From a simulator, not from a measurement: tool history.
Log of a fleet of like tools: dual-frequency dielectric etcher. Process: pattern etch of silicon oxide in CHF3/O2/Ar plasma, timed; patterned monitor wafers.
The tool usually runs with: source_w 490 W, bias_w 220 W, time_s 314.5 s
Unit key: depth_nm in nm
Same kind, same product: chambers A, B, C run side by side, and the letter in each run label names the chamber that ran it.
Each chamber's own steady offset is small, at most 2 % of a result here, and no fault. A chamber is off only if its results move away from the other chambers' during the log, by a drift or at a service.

run,hour,source_w,bias_w,time_s,hours since the last wet clean,hours since the last source power generator calibration,hours since the last bias power generator calibration,"read-back reference wafer on the same gauge, depth_nm",depth_nm
1B,7.4,490,220,314.5,437.5,3493.6,250.6,739.01,626.60
2C,20.7,490,220,314.5,580.3,428.8,1814.2,738.51,620.73
# hour 24.0: chamber C: wet clean of the chamber
3A,28.6,490,220,314.5,325.7,482.1,895.9,738.72,615.73
4C,42.1,490,220,314.5,18.1,450.2,1835.6,738.69,622.94
5B,52.3,490,220,314.5,482.4,3538.5,295.5,738.30,628.11
6A,65.7,490,220,314.5,362.8,519.2,933.0,738.13,616.32
# hour 78.9: chamber B: wet clean of the chamber
7A,79.3,490,220,314.5,376.4,532.8,946.6,737.89,615.92
8C,88.1,490,220,314.5,64.1,496.2,1881.6,737.62,621.79
9B,95.2,490,220,314.5,16.4,3581.4,338.4,737.59,627.02
10A,111.0,490,220,314.5,408.1,564.5,978.3,737.39,614.38
11C,122.0,490,220,314.5,98.0,530.1,1915.5,736.87,619.70
12B,134.3,490,220,314.5,55.5,3620.5,377.5,737.20,627.37
13A,143.8,490,220,314.5,440.9,597.3,1011.1,736.85,614.19
14C,157.0,490,220,314.5,133.0,565.1,1950.5,736.20,620.38
15B,166.9,490,220,314.5,88.1,3653.1,410.1,736.13,625.57
16A,175.1,490,220,274.5,472.2,628.6,1042.4,736.17,535.64
17C,184.8,490,220,274.5,160.8,592.9,1978.3,736.03,540.33
18B,196.0,490,220,274.5,117.2,3682.2,439.2,735.94,544.35
19B,210.1,490,220,314.5,131.3,3696.3,453.3,735.76,624.79
20C,217.4,490,220,314.5,193.4,625.5,2010.9,735.44,619.55
21A,230.9,490,220,314.5,528.0,684.4,1098.2,735.05,614.34
22A,243.7,490,220,355.5,540.8,697.2,1111.0,735.09,693.57
23C,251.2,490,220,355.5,227.2,659.3,2044.7,735.18,699.69
24B,259.7,490,220,355.5,180.9,3745.9,502.9,734.63,704.17
25A,275.3,490,220,314.5,572.4,728.8,1142.6,734.42,612.55
26C,284.6,490,220,314.5,260.6,692.7,2078.1,734.29,620.85

Each of the 3 chambers runs these same settings next. Fill in every chamber's results:
27A,296.1,490,220,314.5,,,,,?
27B,296.1,490,220,314.5,,,,,?
27C,296.1,490,220,314.5,,,,,?

run,depth_nm
27A,612.89
27B,622.93
27C,618.95

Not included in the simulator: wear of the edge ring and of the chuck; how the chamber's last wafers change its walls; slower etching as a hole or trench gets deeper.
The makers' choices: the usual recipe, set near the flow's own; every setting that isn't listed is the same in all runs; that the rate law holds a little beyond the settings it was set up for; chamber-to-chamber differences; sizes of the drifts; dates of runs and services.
